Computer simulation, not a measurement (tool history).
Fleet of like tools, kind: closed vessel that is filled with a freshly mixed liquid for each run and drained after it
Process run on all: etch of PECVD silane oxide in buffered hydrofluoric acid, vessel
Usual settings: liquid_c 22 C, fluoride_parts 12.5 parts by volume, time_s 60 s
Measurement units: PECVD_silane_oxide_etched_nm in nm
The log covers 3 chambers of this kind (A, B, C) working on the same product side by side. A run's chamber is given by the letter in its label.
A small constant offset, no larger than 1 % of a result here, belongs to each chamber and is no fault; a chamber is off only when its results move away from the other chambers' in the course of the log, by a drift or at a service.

run	day	liquid_c	fluoride_parts	time_s	hours since the thermometer was replaced	hours since the hydrofluoric acid flow meter was replaced	read-back film thickness of the PECVD silane oxide reference wafer, read on the same gauge (nm)	PECVD_silane_oxide_etched_nm
1B	0.204	22	12.5	60	1494.4	498.9	29.949	146.1
2A	0.333	22	12.5	60	677.8	642.8	30.011	146
3C	0.45	22	12.5	60	115.7	1749.5	30.018	145.06
4A	0.683	22	12.5	60	686.2	651.2	30.012	147.09
5B	0.85	22	12.5	60	1509.9	514.4	30.011	147.67
6C	0.971	22	12.5	60	128.2	1762	29.996	144.75
7A	1.167	22	12.5	60	697.8	662.8	30.019	147.47
8C	1.367	22	12.5	60	137.7	1771.5	30.011	145.24
9B	1.525	22	12.5	60	1526.1	530.6	30.019	149.96
10C	1.667	22	12.5	60	144.9	1778.7	30.018	145.89
11A	1.879	22	12.5	60	714.9	679.9	30.007	147.84
12B	2.075	22	12.5	60	1539.3	543.8	30.043	152.82
13A	2.325	22	12.5	60	725.6	690.6	30.061	145.34
14B	2.55	22	12.5	60	1550.7	555.2	30.02	152.71
15C	2.671	22	11	60	169	1802.8	29.977	164.04
16B	2.825	22	11	60	1557.3	561.8	30.001	173.76
17C	3.038	22	11	60	177.8	1811.6	30.002	162.6
18A	3.242	22	12.5	60	747.6	712.6	29.977	146.74
19A	3.392	22	12.5	60	751.2	716.2	29.986	147.93
20B	3.575	22	12.5	60	1575.3	579.8	30.005	155.12
21C	3.792	22	9	60	195.9	1829.7	30.004	193.6

Does one chamber stand apart from the rest, does the shared gauge drift, or is all well apart from small per-chamber offsets? Give the chamber and the most likely cause, where there is one.

Chamber B drifts away from the others.
What lies behind it: liquid hotter than its thermometer reads (K) = 1.42.
The log might look much the same if the cause were instead: hydrofluoric acid flow above the setpoint (%).

Chamber B could run next with any of the 4 candidate recipes listed below; each alters the usual settings, and their results appear as question marks. Which one brings its results back in line with what the other chambers deliver on the usual settings?
In line here means within this much of the mean the other chambers give on the usual settings: PECVD_silane_oxide_etched_nm 3.1 nm
22B-1	3.975	23	11.5	60				?
22B-2	3.975	20.5	12.5	60				?
22B-3	3.975	22	12.5	65				?
22B-4	3.975	22	13	55				?

Average result of the remaining chambers running the usual settings: PECVD_silane_oxide_etched_nm 145.6 nm
run	PECVD_silane_oxide_etched_nm
22B-1	180.98
22B-2	145.3
22B-3	171.24
22B-4	139.51
With 22B-2, the chamber falls back in line with the rest.
